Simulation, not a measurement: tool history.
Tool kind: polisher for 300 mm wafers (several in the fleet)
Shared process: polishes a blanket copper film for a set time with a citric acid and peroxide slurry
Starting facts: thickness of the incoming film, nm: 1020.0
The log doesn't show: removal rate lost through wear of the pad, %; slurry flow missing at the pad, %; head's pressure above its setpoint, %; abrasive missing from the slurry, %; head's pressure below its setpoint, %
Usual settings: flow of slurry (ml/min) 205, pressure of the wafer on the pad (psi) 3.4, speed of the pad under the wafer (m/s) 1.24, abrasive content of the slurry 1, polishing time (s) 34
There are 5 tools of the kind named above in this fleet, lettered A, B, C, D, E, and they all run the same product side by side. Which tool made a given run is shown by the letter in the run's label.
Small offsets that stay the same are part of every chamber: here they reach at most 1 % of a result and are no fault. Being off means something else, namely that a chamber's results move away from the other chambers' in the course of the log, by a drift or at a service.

run,hour,flow of slurry (ml/min),pressure of the wafer on the pad (psi),speed of the pad under the wafer (m/s),abrasive content of the slurry,polishing time (s),wafers polished on this pad,hours since the slurry nozzle was cleaned,hours since the head pressure was calibrated,hours since the slurry blender was calibrated,film removed (angstrom)
# hour 1.3: chamber E: slurry blender recalibrated
1C,9.8,205,3.4,1.24,1,34,245,46,243.2,15,923.74
# hour 10.6: chamber E: slurry nozzle cleaned
# hour 13.5: chamber E: worn pad replaced by a new one
# hour 13.6: chamber B: head pressure recalibrated
# hour 13.7: chamber A: head pressure recalibrated
# hour 14: chamber D: worn pad replaced by a new one
2A,21.3,205,3.4,1.24,1,34,233,320.7,7.7,234.7,909.69
3E,30.2,205,3.4,1.24,1,34,120,19.6,274.4,29,922.01
# hour 38.1: chamber D: slurry blender recalibrated
# hour 41.5: chamber A: slurry blender recalibrated
4D,46.1,205,3.4,1.24,1,34,231,198.3,640.6,8.1,938.28
5B,60.3,205,3.4,1.62,1,23,654,321.6,46.7,76.6,832.06
6A,73.6,205,3.4,1.62,1,23,611,373,60,32.1,811.82
7B,81.6,205,3.4,1.62,1,23,807,342.9,68,97.9,809.9
8D,88.7,205,3.4,1.62,1,23,539,240.9,683.2,50.7,838.89
9E,96.5,205,3.4,1.62,1,23,599,85.9,340.7,95.3,806.19
10C,106.2,205,3.4,1.24,1,34,940,142.4,339.6,111.4,942.61
# hour 111.7: chamber E: worn pad replaced by a new one
11A,114.2,205,3.4,1.24,1,34,904,413.6,100.6,72.7,931.34
# hour 119.3: chamber D: worn pad replaced by a new one
12C,121.4,205,3.4,1.24,1,34,1050,157.6,354.8,126.6,924.75
# hour 131.4: chamber C: head pressure recalibrated
13E,135.2,205,3.4,1.24,1,34,169,124.6,379.4,134,928.9
# hour 141.5: chamber C: worn pad replaced by a new one
# hour 142.4: chamber D: slurry nozzle cleaned
14D,143.3,205,3.4,1.24,1,34,173,0.9,737.8,105.3,921.95
# hour 144.1: chamber A: worn pad replaced by a new one
15B,150.4,205,3.4,1.24,1,34,1304,411.7,136.8,166.7,908.61
# hour 152.2: chamber E: head pressure recalibrated
# hour 154: chamber B: slurry nozzle cleaned
# hour 157.9: chamber C: slurry blender recalibrated
16D,159.7,205,3.4,1.24,1,34,292,17.3,754.2,121.7,922.9
17B,172.2,205,3.4,1.24,1,34,1462,18.2,158.6,188.5,892.86
18A,180.7,205,3.4,1.24,1,34,264,480.1,167.1,139.2,913.79
19E,191.7,205,3.4,1.24,1,34,577,181.1,39.5,190.5,955.28
20C,206.6,205,3.4,1.24,1.15,45,470,242.8,75.3,48.7,1318.4
# hour 207.4: chamber E: worn pad replaced by a new one
21C,215.4,205,3.4,1.24,1.15,45,533,251.6,84.1,57.5,1311.8
# hour 215.8: chamber E: slurry nozzle cleaned
# hour 222.7: chamber E: slurry blender recalibrated
22D,224.9,205,3.4,1.24,1.15,45,762,82.5,819.4,186.9,1278.5
# hour 225.5: chamber D: worn pad replaced by a new one
23E,237,205,3.4,1.24,1.15,45,214,21.3,84.8,14.4,1276.7
# hour 240.3: chamber A: slurry nozzle cleaned
24A,250.5,205,3.4,1.24,1.15,45,768,10.2,236.9,209,1292.2
# hour 256.1: chamber A: slurry blender recalibrated
25B,263.1,205,3.4,1.24,1,34,2118,109.1,249.5,279.4,904.02
# hour 273.9: chamber D: slurry blender recalibrated
26B,276.9,205,3.4,1.24,1,34,2217,122.9,263.3,293.2,900.06
# hour 280.1: chamber B: slurry blender recalibrated
27E,288.9,205,3.4,1.24,1,34,588,73.2,136.7,66.3,906.58
28D,302.9,205,3.4,1.24,1,34,558,160.5,897.4,29.1,938.82
# hour 305: chamber B: head pressure recalibrated
# hour 306.3: chamber A: worn pad replaced by a new one
# hour 310.2: chamber E: worn pad replaced by a new one
29A,317,205,3.4,1.24,1,34,77,76.7,303.4,61,930.1
# hour 318.2: chamber C: worn pad replaced by a new one
# hour 319.6: chamber D: worn pad replaced by a new one
30C,332.5,205,3.4,1.24,1,34,103,368.7,201.2,174.6,966.78
# hour 334.3: chamber C: slurry blender recalibrated
31B,345.6,205,3.4,1.24,1,34,2713,191.6,40.6,65.6,880.47
32A,355.7,205,3.4,1.24,1,34,356,115.4,342.1,99.7,925.59
33C,362.6,205,3.4,1.24,1,34,320,398.8,231.3,28.4,942.51
34E,373.4,205,3.4,1.24,1,34,456,157.7,221.2,150.8,917.12
35D,380.6,205,3.4,1.24,1,34,440,238.2,975.1,106.8,935.3
36A,392.7,205,3.4,1.24,1,40,623,152.4,379.1,136.7,1097.3
37E,400.3,205,3.4,1.24,1,40,650,184.6,248.1,177.7,1092.2
38C,410.5,205,3.4,1.24,1,40,666,446.7,279.2,76.3,1114.5
39D,417.5,205,3.4,1.24,1,40,706,275.1,1012,143.7,1095.1

Is one chamber off against the others, does the gauge drift, or is nothing wrong? If a chamber is off, say which, and what the likeliest cause is.

It is chamber B that slowly wanders off from its peers.
Cause: removal rate lost through wear of the pad, % = 6.91.

Below are 4 candidate recipes for chamber B's next run, each the usual settings with a change, their results shown as question marks. Which of them brings B's results back in line with what the other chambers give on the usual settings?
In line means no further than this from the other chambers' mean on the usual settings: film removed (angstrom) 41
40B-1,428.9,205,3.2,1.18,1,32,,,,,?
40B-2,428.9,205,3.5,1.28,1,34,,,,,?
40B-3,428.9,205,3.6,1.3,1,36,,,,,?
40B-4,428.9,205,3.4,1.2,1,33,,,,,?

Usual-settings mean across the other chambers: film removed (angstrom) 933.55
run,film removed (angstrom)
40B-1,731.82
40B-2,920.85
40B-3,1018.1
40B-4,814.49
40B-2 puts the chamber back in line with the other chambers.
